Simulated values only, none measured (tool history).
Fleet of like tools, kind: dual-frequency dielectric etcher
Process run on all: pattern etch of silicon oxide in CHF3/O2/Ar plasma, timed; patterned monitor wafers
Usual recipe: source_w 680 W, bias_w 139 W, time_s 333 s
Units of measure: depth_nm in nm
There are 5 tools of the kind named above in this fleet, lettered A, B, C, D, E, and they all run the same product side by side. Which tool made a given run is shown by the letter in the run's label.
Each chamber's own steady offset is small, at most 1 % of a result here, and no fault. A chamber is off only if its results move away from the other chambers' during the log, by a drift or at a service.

run,hour,source_w,bias_w,time_s,"read-back reference wafer on the same gauge, depth_nm",depth_nm
1E,5,680,139,333,567.16,629.79
2B,13.1,680,139,333,566.62,639.42
3D,22.4,680,139,333,567.04,634.97
4A,31.4,680,139,333,567.32,637.29
5C,38.3,570,139,425.5,566.98,755.07
6B,43.9,570,139,425.5,567.01,766.3
7A,51.3,570,139,425.5,567.2,759.1
8D,57.9,570,139,425.5,567.47,761.45
9E,64.8,570,139,425.5,567.38,746.02
10C,71.3,680,139,333,566.93,635.33
# hour 74.8: chamber A: wet clean of the chamber
11A,78.6,680,139,333,567.31,636.96
12B,85.4,680,139,333,566.91,638.9
13E,93.2,680,139,333,566.87,626.65
14C,102.9,680,139,333,567.22,634.79
15D,109.6,680,139,333,567.22,636.65
16B,119.8,760,139,418,566.78,836.95
17D,129.9,760,139,418,566.96,832.07
18A,137.7,760,139,418,567.25,828.84
# hour 146: chamber B: source power generator calibrated
19E,147.9,760,139,418,566.77,810.66
20C,154.8,760,139,418,566.79,827.4
21B,161.1,680,139,333,566.86,637.98
22E,171.2,680,139,333,567.21,618.32
23D,178,680,139,333,567.26,635.25
24C,184.1,680,139,333,567.17,631.44
25A,189.9,560,139,333,567.13,589.62
# hour 194.6: chamber B: wet clean of the chamber
26D,197,560,139,333,566.71,592.48
27B,204.6,560,139,333,566.4,591.16
28E,212.9,560,139,333,566.99,569.47
29C,219.6,560,139,333,566.83,588.02
30A,228.1,680,139,333,567.36,635.5

Next, every chamber runs the same settings. What will each give?
31A,235.4,730,139,333,,?
31B,235.4,730,139,333,,?
31C,235.4,730,139,333,,?
31D,235.4,730,139,333,,?
31E,235.4,730,139,333,,?

run,depth_nm
31A,651.64
31B,656.86
31C,651.76
31D,652.39
31E,632.33

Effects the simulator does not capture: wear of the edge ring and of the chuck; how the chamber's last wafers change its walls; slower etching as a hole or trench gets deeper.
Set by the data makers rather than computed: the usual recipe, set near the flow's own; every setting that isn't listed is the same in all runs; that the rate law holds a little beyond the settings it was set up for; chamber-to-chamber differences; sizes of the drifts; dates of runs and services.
